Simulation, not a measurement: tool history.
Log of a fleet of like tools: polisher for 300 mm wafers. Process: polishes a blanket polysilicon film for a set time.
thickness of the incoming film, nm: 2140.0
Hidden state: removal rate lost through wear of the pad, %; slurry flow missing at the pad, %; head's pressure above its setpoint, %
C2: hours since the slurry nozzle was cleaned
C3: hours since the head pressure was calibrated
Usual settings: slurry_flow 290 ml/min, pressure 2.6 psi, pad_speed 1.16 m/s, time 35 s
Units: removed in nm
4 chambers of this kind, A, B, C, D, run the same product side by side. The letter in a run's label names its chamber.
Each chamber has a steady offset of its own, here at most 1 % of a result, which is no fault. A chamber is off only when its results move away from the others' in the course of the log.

{"hour": 4.4, "done": "chamber B: worn pad replaced by a new one"}
{"run": "1C", "hour": 11.3, "slurry_flow": 290, "pressure": 2.6, "pad_speed": 1.16, "time": 35, "wafers polished on this pad": 815, "C2": 272.3, "C3": 1454.0, "removed": 333.41}
{"hour": 16.1, "done": "chamber D: worn pad replaced by a new one"}
{"run": "2A", "hour": 19.0, "slurry_flow": 290, "pressure": 2.6, "pad_speed": 1.16, "time": 35, "wafers polished on this pad": 1298, "C2": 155.7, "C3": 144.3, "removed": 342.24}
{"hour": 26.1, "done": "chamber B: head pressure recalibrated"}
{"hour": 29.1, "done": "chamber A: worn pad replaced by a new one"}
{"run": "3D", "hour": 31.7, "slurry_flow": 290, "pressure": 2.6, "pad_speed": 1.16, "time": 35, "wafers polished on this pad": 199, "C2": 80.6, "C3": 540.1, "removed": 350.94}
{"run": "4B", "hour": 40.8, "slurry_flow": 290, "pressure": 2.6, "pad_speed": 1.16, "time": 35, "wafers polished on this pad": 464, "C2": 595.7, "C3": 14.8, "removed": 349.75}
{"run": "5C", "hour": 48.1, "slurry_flow": 290, "pressure": 2.6, "pad_speed": 1.16, "time": 35, "wafers polished on this pad": 1283, "C2": 309.1, "C3": 1490.8, "removed": 348.24}
{"run": "6B", "hour": 56.4, "slurry_flow": 290, "pressure": 2.6, "pad_speed": 1.16, "time": 35, "wafers polished on this pad": 663, "C2": 611.3, "C3": 30.4, "removed": 348.21}
{"hour": 59.5, "done": "chamber A: slurry nozzle cleaned"}
{"hour": 60.1, "done": "chamber C: head pressure recalibrated"}
{"run": "7A", "hour": 69.3, "slurry_flow": 290, "pressure": 2.6, "pad_speed": 1.16, "time": 35, "wafers polished on this pad": 512, "C2": 9.9, "C3": 194.6, "removed": 343.15}
{"hour": 71.9, "done": "chamber C: worn pad replaced by a new one"}
{"run": "8D", "hour": 76.5, "slurry_flow": 290, "pressure": 2.6, "pad_speed": 1.16, "time": 35, "wafers polished on this pad": 770, "C2": 125.4, "C3": 584.9, "removed": 337.51}
{"hour": 78.1, "done": "chamber D: worn pad replaced by a new one"}
{"hour": 85.6, "done": "chamber B: worn pad replaced by a new one"}
{"run": "9C", "hour": 89.7, "slurry_flow": 290, "pressure": 2.6, "pad_speed": 1.16, "time": 35, "wafers polished on this pad": 226, "C2": 350.7, "C3": 29.6, "removed": 342.6}
{"run": "10B", "hour": 98.2, "slurry_flow": 290, "pressure": 2.6, "pad_speed": 1.16, "time": 35, "wafers polished on this pad": 161, "C2": 653.1, "C3": 72.2, "removed": 354.14}
{"run": "11A", "hour": 109.5, "slurry_flow": 290, "pressure": 2.6, "pad_speed": 1.16, "time": 35, "wafers polished on this pad": 1024, "C2": 50.1, "C3": 234.8, "removed": 338.19}
{"run": "12D", "hour": 118.5, "slurry_flow": 290, "pressure": 2.6, "pad_speed": 1.16, "time": 35, "wafers polished on this pad": 515, "C2": 167.4, "C3": 626.9, "removed": 345.13}
{"run": "13D", "hour": 130.4, "slurry_flow": 290, "pressure": 2.6, "pad_speed": 1.16, "time": 35, "wafers polished on this pad": 666, "C2": 179.3, "C3": 638.8, "removed": 349.8}
{"hour": 135.7, "done": "chamber B: slurry nozzle cleaned"}
{"run": "14B", "hour": 139.9, "slurry_flow": 290, "pressure": 2.6, "pad_speed": 1.16, "time": 35, "wafers polished on this pad": 692, "C2": 4.3, "C3": 113.9, "removed": 353.96}
{"hour": 143.1, "done": "chamber A: worn pad replaced by a new one"}
{"run": "15C", "hour": 145.6, "slurry_flow": 290, "pressure": 2.6, "pad_speed": 1.16, "time": 35, "wafers polished on this pad": 938, "C2": 406.6, "C3": 85.5, "removed": 346.12}
{"hour": 146.1, "done": "chamber D: worn pad replaced by a new one"}
{"hour": 150.6, "done": "chamber B: worn pad replaced by a new one"}
{"run": "16A", "hour": 154.4, "slurry_flow": 290, "pressure": 2.6, "pad_speed": 1.16, "time": 35, "wafers polished on this pad": 144, "C2": 95.0, "C3": 279.7, "removed": 340.82}
{"run": "17B", "hour": 165.3, "slurry_flow": 290, "pressure": 2.6, "pad_speed": 1.16, "time": 35, "wafers polished on this pad": 187, "C2": 29.7, "C3": 139.3, "removed": 346.62}
{"run": "18A", "hour": 173.3, "slurry_flow": 290, "pressure": 2.6, "pad_speed": 1.4, "time": 35, "wafers polished on this pad": 384, "C2": 113.9, "C3": 298.6, "removed": 416.81}
{"hour": 180.0, "done": "chamber C: worn pad replaced by a new one"}
{"run": "19D", "hour": 181.0, "slurry_flow": 290, "pressure": 2.6, "pad_speed": 1.4, "time": 35, "wafers polished on this pad": 445, "C2": 229.9, "C3": 689.4, "removed": 428.33}
{"hour": 184.8, "done": "chamber D: head pressure recalibrated"}
{"run": "20C", "hour": 194.0, "slurry_flow": 290, "pressure": 2.6, "pad_speed": 1.4, "time": 35, "wafers polished on this pad": 178, "C2": 455.0, "C3": 133.9, "removed": 414.64}
{"run": "21B", "hour": 206.7, "slurry_flow": 290, "pressure": 2.6, "pad_speed": 1.4, "time": 35, "wafers polished on this pad": 715, "C2": 71.1, "C3": 180.7, "removed": 413.63}
{"hour": 208.0, "done": "chamber D: worn pad replaced by a new one"}
{"run": "22A", "hour": 218.8, "slurry_flow": 190, "pressure": 2.6, "pad_speed": 0.96, "time": 35, "wafers polished on this pad": 964, "C2": 159.4, "C3": 344.1, "removed": 276.17}
{"run": "23D", "hour": 228.7, "slurry_flow": 190, "pressure": 2.6, "pad_speed": 0.96, "time": 35, "wafers polished on this pad": 264, "C2": 277.6, "C3": 43.9, "removed": 274.77}
{"hour": 229.3, "done": "chamber B: worn pad replaced by a new one"}
{"run": "24C", "hour": 239.2, "slurry_flow": 190, "pressure": 2.6, "pad_speed": 0.96, "time": 35, "wafers polished on this pad": 754, "C2": 500.2, "C3": 179.1, "removed": 272.11}
{"hour": 245.4, "done": "chamber A: worn pad replaced by a new one"}
{"run": "25B", "hour": 246.1, "slurry_flow": 190, "pressure": 2.6, "pad_speed": 0.96, "time": 35, "wafers polished on this pad": 214, "C2": 110.5, "C3": 220.1, "removed": 276.06}
{"run": "26A", "hour": 255.1, "slurry_flow": 290, "pressure": 2.6, "pad_speed": 1.16, "time": 35, "wafers polished on this pad": 123, "C2": 195.7, "C3": 380.4, "removed": 349.87}
{"hour": 260.3, "done": "chamber D: slurry nozzle cleaned"}
{"run": "27C", "hour": 265.9, "slurry_flow": 290, "pressure": 2.6, "pad_speed": 1.16, "time": 35, "wafers polished on this pad": 1094, "C2": 526.9, "C3": 205.8, "removed": 343.68}
{"hour": 269.1, "done": "chamber A: slurry nozzle cleaned"}
{"run": "28D", "hour": 274.0, "slurry_flow": 290, "pressure": 2.6, "pad_speed": 1.16, "time": 35, "wafers polished on this pad": 841, "C2": 13.7, "C3": 89.2, "removed": 344.46}
{"hour": 276.1, "done": "chamber C: worn pad replaced by a new one"}
{"run": "29A", "hour": 284.8, "slurry_flow": 290, "pressure": 2.9, "pad_speed": 1.16, "time": 43, "wafers polished on this pad": 502, "C2": 15.8, "C3": 410.1, "removed": 499.67}
{"hour": 287.0, "done": "chamber D: worn pad replaced by a new one"}
{"hour": 290.7, "done": "chamber B: worn pad replaced by a new one"}
{"run": "30C", "hour": 290.7, "slurry_flow": 290, "pressure": 2.9, "pad_speed": 1.16, "time": 43, "wafers polished on this pad": 186, "C2": 551.7, "C3": 230.6, "removed": 462.73}
{"run": "31D", "hour": 303.3, "slurry_flow": 290, "pressure": 2.9, "pad_speed": 1.16, "time": 43, "wafers polished on this pad": 208, "C2": 43.0, "C3": 118.5, "removed": 481.45}
{"run": "32B", "hour": 310.5, "slurry_flow": 290, "pressure": 2.9, "pad_speed": 1.16, "time": 43, "wafers polished on this pad": 253, "C2": 174.9, "C3": 284.5, "removed": 480.9}
{"run": "33A", "hour": 317.2, "slurry_flow": 290, "pressure": 2.1, "pad_speed": 1.16, "time": 39, "wafers polished on this pad": 915, "C2": 48.2, "C3": 442.5, "removed": 321.31}
{"run": "34B", "hour": 323.5, "slurry_flow": 290, "pressure": 2.1, "pad_speed": 1.16, "time": 39, "wafers polished on this pad": 418, "C2": 187.9, "C3": 297.5, "removed": 306.87}
{"run": "35D", "hour": 329.6, "slurry_flow": 290, "pressure": 2.1, "pad_speed": 1.16, "time": 39, "wafers polished on this pad": 543, "C2": 69.3, "C3": 144.8, "removed": 309.89}
{"run": "36C", "hour": 342.8, "slurry_flow": 290, "pressure": 2.1, "pad_speed": 1.16, "time": 39, "wafers polished on this pad": 850, "C2": 603.8, "C3": 282.7, "removed": 305.01}
{"run": "37B", "hour": 355.5, "slurry_flow": 290, "pressure": 2.6, "pad_speed": 1.16, "time": 35, "wafers polished on this pad": 826, "C2": 219.9, "C3": 329.5, "removed": 346.0}

Next, every chamber runs the same settings. What will each give?
{"run": "38A", "hour": 365.0, "slurry_flow": 290, "pressure": 2.6, "pad_speed": 1.16, "time": 35, "removed": "?"}
{"run": "38B", "hour": 365.0, "slurry_flow": 290, "pressure": 2.6, "pad_speed": 1.16, "time": 35, "removed": "?"}
{"run": "38C", "hour": 365.0, "slurry_flow": 290, "pressure": 2.6, "pad_speed": 1.16, "time": 35, "removed": "?"}
{"run": "38D", "hour": 365.0, "slurry_flow": 290, "pressure": 2.6, "pad_speed": 1.16, "time": 35, "removed": "?"}

run=38A removed=364.69
run=38B removed=349.56
run=38C removed=344.12
run=38D removed=336.42
